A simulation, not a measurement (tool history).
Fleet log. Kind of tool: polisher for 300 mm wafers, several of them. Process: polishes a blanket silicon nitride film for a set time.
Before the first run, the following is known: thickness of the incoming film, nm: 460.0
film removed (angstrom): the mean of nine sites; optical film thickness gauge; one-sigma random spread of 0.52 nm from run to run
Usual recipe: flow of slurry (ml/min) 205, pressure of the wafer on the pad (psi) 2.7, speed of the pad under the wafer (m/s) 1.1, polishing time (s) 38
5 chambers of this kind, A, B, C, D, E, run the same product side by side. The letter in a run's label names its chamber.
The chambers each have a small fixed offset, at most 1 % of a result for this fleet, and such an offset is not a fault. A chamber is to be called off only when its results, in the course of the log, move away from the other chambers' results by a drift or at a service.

run    day  flow of slurry (ml/min)  pressure of the wafer on the pad (psi)  speed of the pad under the wafer (m/s)  polishing time (s)  wafers polished on this pad  hours since the slurry nozzle was cleaned  hours since the head pressure was calibrated  film removed (angstrom)
 1C  0.196                      205                                     2.7                                     1.1                  38                          763                                        395                                        1011.1                   608.84
 2A  0.346                      205                                     2.7                                     1.1                  38                          300                                        548                                         512.8                   610.78
 3D  0.517                      205                                     2.7                                     1.1                  38                          801                                       62.7                                         240.6                    606.4
     0.579  -- chamber C: head pressure recalibrated
 4E  0.608                      205                                     2.7                                     1.1                  38                          865                                      371.5                                           397                   595.51
 5B  0.712                      205                                     2.7                                     1.1                  38                          432                                      318.8                                          23.4                   595.21
 6E  0.883                      205                                     2.7                                     1.1                  38                          916                                      378.1                                         403.6                   591.34
 7B  1.046                      205                                     2.7                                     1.1                  38                          493                                      326.8                                          31.4                   609.46
 8C  1.246                      205                                     2.7                                     1.1                  38                          955                                      420.2                                            16                   599.06
 9A  1.358                      205                                     2.7                                     1.1                  46                          485                                      572.3                                         537.1                   738.74
10D  1.546                      205                                     2.7                                     1.1                  46                          989                                       87.4                                         265.3                   726.73
     1.596  -- chamber C: worn pad replaced by a new one
11D  1.721                      205                                     2.7                                     1.1                  46                         1021                                       91.6                                         269.5                   709.43
12A   1.85                      205                                     2.7                                     1.1                  46                          575                                      584.1                                         548.9                   728.96
     1.883  -- chamber E: worn pad replaced by a new one
13C  2.012                      205                                     2.7                                     1.1                  46                           76                                      438.6                                          34.4                   730.24
14B  2.162                      205                                     2.7                                     1.1                  38                          697                                      353.6                                          58.2                   601.84
15E  2.262                      205                                     2.7                                     1.1                  38                           69                                      411.2                                         436.7                   584.04
     2.312  -- chamber A: worn pad replaced by a new one
16A  2.408                      205                                     2.7                                     1.1                  38                           18                                      597.5                                         562.3                   614.31
17C  2.525                      205                                     2.7                                     1.1                  38                          170                                      450.9                                          46.7                   610.91
18B  2.671                      205                                     2.7                                     1.1                  38                          790                                      365.8                                          70.4                   599.82
19E  2.796                      205                                     2.7                                     1.1                  38                          167                                        424                                         449.5                   587.38
20D  2.942                      205                                     2.7                                     1.1                  38                         1245                                      120.9                                         298.8                   595.67
21A  3.088                      205                                     2.7                                     1.1                  38                          142                                      613.8                                         578.6                   597.91
22B  3.204                      205                                     2.7                                     1.1                  38                          888                                      378.6                                          83.2                   607.54
23C  3.408                      205                                     2.7                                     1.1                  38                          332                                      472.1                                          67.9                   604.11
24D  3.546                      205                                     2.7                                     1.1                  38                         1356                                      135.4                                         313.3                   597.25
25E  3.717                      205                                     2.7                                     1.1                  38                          335                                      446.1                                         471.6                    573.1
26C  3.812                      205                                     2.7                                     1.1                  38                          406                                      481.8                                          77.6                   596.24
     3.867  -- chamber C: slurry nozzle cleaned
27A  3.938                      205                                     2.7                                     1.1                  38                          297                                      634.2                                           599                   609.26
28E  4.042                      205                                     2.7                                     1.1                  38                          395                                      453.9                                         479.4                   572.53
29D  4.188                      205                                     2.7                                     1.1                  38                         1473                                      150.8                                         328.7                   596.01
30B  4.329                      205                                     2.7                                     1.1                  38                         1094                                      405.6                                         110.2                   598.13
     4.388  -- chamber D: worn pad replaced by a new one
31D  4.492                      205                                     3.1                                     1.1                  49                           19                                      158.1                                           336                   886.05
32C  4.604                      205                                     3.1                                     1.1                  49                          551                                       17.7                                          96.6                   897.13
33E  4.717                      205                                     3.1                                     1.1                  49                          518                                      470.1                                         495.6                   837.47
34A  4.821                      205                                     3.1                                     1.1                  49                          459                                      655.4                                         620.2                   902.08

One chamber off, gauge drift, or nothing amiss beyond the chambers' own small offsets? If it is a chamber, which one, and what is the likeliest cause?

One chamber, E, drifts off from the rest bit by bit.
Cause: slurry flow missing at the pad, % = 26.5.
The log might look much the same if the cause were instead: head's pressure below its setpoint, %.

Below are 4 candidate recipes for chamber E's next run, each the usual settings with a change, their results shown as question marks. Which of them brings E's results back in line with what the other chambers give on the usual settings?
Allowed miss from the other chambers' usual-settings mean, per result, to count as in line: film removed (angstrom) 18
35E-1  4.967                      205                                     2.7                                     1.1                  36                                                                                                                                              ?
35E-2  4.967                      205                                     2.8                                    1.14                  38                                                                                                                                              ?
35E-3  4.967                      200                                     2.7                                    0.96                  38                                                                                                                                              ?
35E-4  4.967                      205                                     2.8                                    1.14                  40                                                                                                                                              ?

Mean of the other chambers on the usual settings: film removed (angstrom) 601.96
  run  film removed (angstrom)
35E-1                   537.62
35E-2                   605.52
35E-3                   506.48
35E-4                   637.39
It is 35E-2 that realigns the chamber with its peers.
